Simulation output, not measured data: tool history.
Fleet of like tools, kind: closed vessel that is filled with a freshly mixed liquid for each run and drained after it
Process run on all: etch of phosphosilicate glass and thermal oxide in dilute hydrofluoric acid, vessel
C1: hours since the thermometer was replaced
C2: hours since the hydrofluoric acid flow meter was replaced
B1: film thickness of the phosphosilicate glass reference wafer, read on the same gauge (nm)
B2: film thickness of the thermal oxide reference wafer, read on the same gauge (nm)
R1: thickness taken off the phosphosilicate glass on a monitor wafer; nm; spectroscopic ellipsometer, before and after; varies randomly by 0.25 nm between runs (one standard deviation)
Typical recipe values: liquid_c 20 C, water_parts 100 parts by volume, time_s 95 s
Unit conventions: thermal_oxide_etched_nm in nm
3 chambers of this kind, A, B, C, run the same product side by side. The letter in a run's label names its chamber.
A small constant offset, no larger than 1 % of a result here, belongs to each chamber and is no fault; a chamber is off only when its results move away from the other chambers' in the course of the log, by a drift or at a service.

Run 1B, hour 2: usual settings; C1 962; C2 1106.1; B1 119.97; B2 109.97. Result: R1 52.917 nm, thermal_oxide_etched_nm 3.6725 nm.
Run 2C, hour 4.9: usual settings; C1 566.8; C2 1093.1; B1 119.97; B2 109.99. Result: R1 52.935 nm, thermal_oxide_etched_nm 3.6446 nm.
Run 3A, hour 8.6: usual settings; C1 1535.2; C2 126.4; B1 120.04; B2 110.02. Result: R1 53.504 nm, thermal_oxide_etched_nm 3.7093 nm.
Run 4C, hour 10.8: usual settings; C1 572.7; C2 1099; B1 119.95; B2 109.99. Result: R1 53.323 nm, thermal_oxide_etched_nm 3.5967 nm.
Run 5A, hour 13.7: usual settings but water_parts 55 parts by volume; C1 1540.3; C2 131.5; B1 119.99; B2 110.01. Result: R1 101.39 nm, thermal_oxide_etched_nm 6.9487 nm.
Run 6B, hour 16.5: usual settings but water_parts 55 parts by volume; C1 976.5; C2 1120.6; B1 120.04; B2 109.99. Result: R1 102.15 nm, thermal_oxide_etched_nm 7.0673 nm.
Run 7A, hour 19.4: usual settings but water_parts 55 parts by volume; C1 1546; C2 137.2; B1 119.96; B2 110. Result: R1 102.36 nm, thermal_oxide_etched_nm 6.9362 nm.
Run 8B, hour 21.5: usual settings; C1 981.5; C2 1125.6; B1 119.97; B2 110.02. Result: R1 52.671 nm, thermal_oxide_etched_nm 3.635 nm.
Run 9C, hour 24.3: usual settings; C1 586.2; C2 1112.5; B1 119.98; B2 109.99. Result: R1 52.927 nm, thermal_oxide_etched_nm 3.621 nm.
At hour 24.4: chamber B: hydrofluoric acid flow meter replaced.
Run 10C, hour 27: usual settings; C1 588.9; C2 1115.2; B1 120.01; B2 110.02. Result: R1 52.829 nm, thermal_oxide_etched_nm 3.639 nm.
Run 11A, hour 29.4: usual settings; C1 1556; C2 147.2; B1 120.04; B2 110.01. Result: R1 53.435 nm, thermal_oxide_etched_nm 3.7015 nm.
Run 12B, hour 32.3: usual settings; C1 992.3; C2 8; B1 120.05; B2 110.02. Result: R1 53.147 nm, thermal_oxide_etched_nm 3.6674 nm.
Run 13C, hour 36.5: usual settings; C1 598.4; C2 1124.7; B1 120; B2 110.02. Result: R1 52.608 nm, thermal_oxide_etched_nm 3.6607 nm.
Run 14A, hour 39.8: usual settings; C1 1566.4; C2 157.6; B1 119.96; B2 109.98. Result: R1 53.622 nm, thermal_oxide_etched_nm 3.6255 nm.
Run 15B, hour 42.2: usual settings; C1 1002.2; C2 17.9; B1 120.01; B2 109.99. Result: R1 52.949 nm, thermal_oxide_etched_nm 3.6969 nm.
Run 16B, hour 44.5: usual settings; C1 1004.5; C2 20.2; B1 120.01; B2 110. Result: R1 52.444 nm, thermal_oxide_etched_nm 3.6979 nm.
Run 17C, hour 46.5: usual settings; C1 608.4; C2 1134.7; B1 119.95; B2 110.02. Result: R1 52.539 nm, thermal_oxide_etched_nm 3.6389 nm.
Run 18A, hour 48.9: usual settings but liquid_c 17 C; C1 1575.5; C2 166.7; B1 120.02; B2 109.98. Result: R1 46.947 nm, thermal_oxide_etched_nm 3.2313 nm.
Run 19C, hour 52: usual settings but liquid_c 17 C; C1 613.9; C2 1140.2; B1 119.99; B2 110.03. Result: R1 47.095 nm, thermal_oxide_etched_nm 3.2123 nm.
Run 20B, hour 54.1: usual settings but liquid_c 17 C; C1 1014.1; C2 29.8; B1 119.98; B2 109.99. Result: R1 46.417 nm, thermal_oxide_etched_nm 3.249 nm.
Run 21A, hour 57.8: usual settings; C1 1584.4; C2 175.6; B1 120; B2 109.96. Result: R1 53.676 nm, thermal_oxide_etched_nm 3.678 nm.
Run 22A, hour 61.6: usual settings but liquid_c 18.5 C; C1 1588.2; C2 179.4; B1 120.04; B2 110.01. Result: R1 50.307 nm, thermal_oxide_etched_nm 3.4521 nm.
Run 23B, hour 65.1: usual settings but liquid_c 18.5 C; C1 1025.1; C2 40.8; B1 120; B2 109.99. Result: R1 49.702 nm, thermal_oxide_etched_nm 3.4338 nm.
Run 24C, hour 68: usual settings but liquid_c 18.5 C; C1 629.9; C2 1156.2; B1 120.07; B2 110. Result: R1 49.799 nm, thermal_oxide_etched_nm 3.3906 nm.
Run 25B, hour 70.8: usual settings but water_parts 60 parts by volume; C1 1030.8; C2 46.5; B1 119.98; B2 109.99. Result: R1 94.086 nm, thermal_oxide_etched_nm 6.4809 nm.
Run 26A, hour 74.1: usual settings but water_parts 60 parts by volume; C1 1600.7; C2 191.9; B1 120.01; B2 110.03. Result: R1 91.861 nm, thermal_oxide_etched_nm 6.4944 nm.
Run 27C, hour 76.7: usual settings but water_parts 60 parts by volume; C1 638.6; C2 1164.9; B1 120.01; B2 110. Result: R1 92.226 nm, thermal_oxide_etched_nm 6.283 nm.

Has any chamber moved away from the others, gradually or after a service, or does the common gauge drift, or do the chambers differ only by their own small steady offsets? State the chamber and the most likely cause if one applies.

No chamber is off and the gauge is stable; the differences are just each chamber's small, constant offset.
